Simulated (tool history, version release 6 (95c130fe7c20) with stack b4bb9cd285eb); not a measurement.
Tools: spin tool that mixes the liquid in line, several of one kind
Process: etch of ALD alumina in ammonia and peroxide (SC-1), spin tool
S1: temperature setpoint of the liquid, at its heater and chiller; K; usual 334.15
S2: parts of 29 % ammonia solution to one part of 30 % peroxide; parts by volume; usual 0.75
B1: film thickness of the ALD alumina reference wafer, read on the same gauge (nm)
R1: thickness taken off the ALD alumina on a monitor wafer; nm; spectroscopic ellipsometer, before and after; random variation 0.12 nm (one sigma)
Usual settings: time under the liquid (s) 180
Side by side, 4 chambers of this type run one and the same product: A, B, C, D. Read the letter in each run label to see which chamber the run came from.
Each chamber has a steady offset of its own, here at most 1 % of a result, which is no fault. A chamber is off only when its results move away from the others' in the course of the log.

Run 1B, hour 9.9: usual settings; B1 109.96. Result: R1 21.777 nm.
Run 2A, hour 17.1: usual settings; B1 110. Result: R1 21.95 nm.
Run 3C, hour 25: usual settings; B1 109.99. Result: R1 21.963 nm.
Run 4D, hour 37.2: usual settings; B1 109.99. Result: R1 21.65 nm.
At hour 38.3: chamber C: ammonia flow meter replaced.
Run 5C, hour 43.8: usual settings; B1 110.02. Result: R1 22.04 nm.
Run 6A, hour 56.7: usual settings; B1 109.98. Result: R1 22.081 nm.
Run 7D, hour 70.2: usual settings; B1 109.98. Result: R1 22.012 nm.
Run 8B, hour 81: usual settings; B1 110. Result: R1 21.625 nm.
Run 9B, hour 91.5: usual settings but S1 325.65 K, S2 0.4 parts by volume; B1 110.02. Result: R1 13.079 nm.
Run 10C, hour 103.3: usual settings but S1 325.65 K, S2 0.4 parts by volume; B1 109.98. Result: R1 13.488 nm.
Run 11A, hour 114.6: usual settings but S1 325.65 K, S2 0.4 parts by volume; B1 110.02. Result: R1 13.296 nm.
At hour 125.4: chamber A: new drum of ammonia solution connected.
Run 12D, hour 125.4: usual settings but S1 325.65 K, S2 0.4 parts by volume; B1 109.98. Result: R1 13.139 nm.
Run 13A, hour 132.3: usual settings; B1 110.02. Result: R1 21.813 nm.
Run 14B, hour 140: usual settings; B1 109.98. Result: R1 21.777 nm.
Run 15D, hour 150.3: usual settings but S1 330.15 K; B1 110.01. Result: R1 17.844 nm.
At hour 163.8: chamber D: new drum of ammonia solution connected.
Run 16C, hour 164.2: usual settings but S1 330.15 K; B1 109.99. Result: R1 18.32 nm.
Run 17A, hour 175.1: usual settings but S1 330.15 K; B1 110.04. Result: R1 17.781 nm.
Run 18C, hour 183.8: usual settings but S1 330.15 K; B1 109.97. Result: R1 18.657 nm.
At hour 193.3: chamber D: thermometer replaced.
Run 19D, hour 195.6: usual settings; B1 110.01. Result: R1 22.037 nm.
Run 20B, hour 204.5: usual settings; B1 110.01. Result: R1 21.79 nm.
Run 21D, hour 218.7: usual settings; B1 110. Result: R1 21.87 nm.
Run 22A, hour 228.4: usual settings but time under the liquid (s) 80; B1 109.99. Result: R1 9.8584 nm.
Run 23C, hour 240.5: usual settings but time under the liquid (s) 80; B1 110.03. Result: R1 10.2 nm.
At hour 242.9: chamber A: heated supply line repaired.
Run 24B, hour 249.1: usual settings but time under the liquid (s) 80; B1 110.01. Result: R1 9.5724 nm.
Run 25B, hour 260.3: usual settings but time under the liquid (s) 80; B1 109.97. Result: R1 9.6682 nm.
Run 26A, hour 268: usual settings but time under the liquid (s) 130; B1 110.03. Result: R1 15.994 nm.
Run 27D, hour 278.8: usual settings but time under the liquid (s) 130; B1 109.98. Result: R1 15.773 nm.
Run 28C, hour 289.2: usual settings but time under the liquid (s) 130; B1 110. Result: R1 16.775 nm.
Run 29C, hour 301.9: usual settings but time under the liquid (s) 130; B1 110.04. Result: R1 16.682 nm.
Run 30A, hour 315.8: usual settings; B1 110.02. Result: R1 21.924 nm.
Run 31B, hour 323.3: usual settings but S1 343.15 K, time under the liquid (s) 85; B1 110. Result: R1 16.114 nm.
Run 32D, hour 337.1: usual settings but S1 343.15 K, time under the liquid (s) 85; B1 110.02. Result: R1 16.218 nm.
At hour 346.1: chamber A: thermometer replaced.
Run 33A, hour 351.4: usual settings but S1 343.15 K, time under the liquid (s) 85; B1 110.02. Result: R1 15.919 nm.
Run 34B, hour 361.3: usual settings but S1 343.15 K, time under the liquid (s) 85; B1 109.99. Result: R1 15.898 nm.

Decide between three cases: one chamber stands off from its peers, the gauge reading all wafers drifts, or nothing is wrong past each chamber's small offset. Where a chamber is off, say which and what most likely put it there.

It is chamber C that slowly wanders off from its peers.
Cause: liquid hotter than its thermometer reads (K) = 1.33.

Below are 4 candidate recipes for chamber C's next run, each the usual settings with a change, their results shown as question marks. Which of them brings C's results back in line with what the other chambers give on the usual settings?
A result is in line if it is within this distance of the other chambers' mean on the usual settings: R1 0.41 nm
Run 35C-1, hour 371.5: usual settings but S2 0.95 parts by volume. Result: R1 ?.
Run 35C-2, hour 371.5: usual settings but S1 335.65 K. Result: R1 ?.
Run 35C-3, hour 371.5: usual settings but time under the liquid (s) 175. Result: R1 ?.
Run 35C-4, hour 371.5: usual settings but S1 332.65 K. Result: R1 ?.

Other chambers, usual settings, mean: R1 21.81 nm
  run      R1
35C-1  24.043
35C-2  25.321
35C-3  22.853
35C-4  21.816
With 35C-4, the chamber falls back in line with the rest.
